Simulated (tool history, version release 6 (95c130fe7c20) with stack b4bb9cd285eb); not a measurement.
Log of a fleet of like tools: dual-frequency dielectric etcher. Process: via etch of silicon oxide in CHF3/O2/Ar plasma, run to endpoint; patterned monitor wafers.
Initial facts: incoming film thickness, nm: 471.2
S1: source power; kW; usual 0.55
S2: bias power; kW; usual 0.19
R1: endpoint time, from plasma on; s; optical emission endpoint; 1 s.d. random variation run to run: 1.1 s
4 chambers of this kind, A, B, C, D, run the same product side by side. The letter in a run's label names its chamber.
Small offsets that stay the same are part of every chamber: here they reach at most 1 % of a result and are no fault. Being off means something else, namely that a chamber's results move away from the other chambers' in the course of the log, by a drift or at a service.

run 1D hour=6.5 | S1=0.55 S2=0.19 | R1=244.05
run 2C hour=11.5 | S1=0.55 S2=0.19 | R1=241.78
run 3B hour=14.4 | S1=0.55 S2=0.19 | R1=241.23
run 4A hour=17.3 | S1=0.55 S2=0.19 | R1=240.32
run 5D hour=23 | S1=0.55 S2=0.19 | R1=243.5
run 6C hour=28.9 | S1=0.55 S2=0.19 | R1=242.53
run 7A hour=31.8 | S1=0.55 S2=0.19 | R1=241.93
run 8B hour=37 | S1=0.55 S2=0.19 | R1=240.2
run 9A hour=40.5 | S1=0.55 S2=0.19 | R1=241.47
run 10C hour=43.6 | S1=0.55 S2=0.19 | R1=241.68
run 11B hour=47.9 | S1=0.55 S2=0.19 | R1=238.04
-- hour=49.1 chamber B: source power generator calibrated
run 12D hour=53.1 | S1=0.55 S2=0.19 | R1=244.52
run 13B hour=58.5 | S1=0.55 S2=0.222 | R1=227.42
-- hour=64.5 chamber A: wet clean of the chamber
run 14C hour=64.5 | S1=0.55 S2=0.222 | R1=226.72
run 15A hour=68.6 | S1=0.55 S2=0.222 | R1=229.64
run 16D hour=71.6 | S1=0.55 S2=0.222 | R1=229.68
run 17C hour=76.6 | S1=0.55 S2=0.19 | R1=242.6
run 18A hour=81.4 | S1=0.55 S2=0.19 | R1=238.56
run 19B hour=87.3 | S1=0.55 S2=0.19 | R1=235.91
run 20D hour=91 | S1=0.55 S2=0.19 | R1=243.63
run 21B hour=95.4 | S1=0.55 S2=0.19 | R1=232.42
run 22A hour=99.8 | S1=0.55 S2=0.19 | R1=241.75
run 23D hour=104.8 | S1=0.55 S2=0.19 | R1=243.69
run 24C hour=111.2 | S1=0.55 S2=0.19 | R1=241.54
run 25A hour=115.8 | S1=0.55 S2=0.19 | R1=240.45
run 26B hour=122.3 | S1=0.55 S2=0.19 | R1=232.97
run 27C hour=125.7 | S1=0.55 S2=0.19 | R1=241.8
run 28D hour=131 | S1=0.55 S2=0.235 | R1=226.85
run 29C hour=134.1 | S1=0.55 S2=0.235 | R1=221.83
run 30A hour=137.5 | S1=0.55 S2=0.235 | R1=224.76
run 31D hour=141.1 | S1=0.55 S2=0.235 | R1=228.94
run 32B hour=147.4 | S1=0.55 S2=0.19 | R1=230.08

For the next run the whole fleet of 4 chambers uses the same settings. Give each chamber's results:
run 33A hour=152.1 | S1=0.55 S2=0.19 | R1=?
run 33B hour=152.1 | S1=0.55 S2=0.19 | R1=?
run 33C hour=152.1 | S1=0.55 S2=0.19 | R1=?
run 33D hour=152.1 | S1=0.55 S2=0.19 | R1=?

run=33A R1=242.12
run=33B R1=228.63
run=33C R1=242.82
run=33D R1=242.53
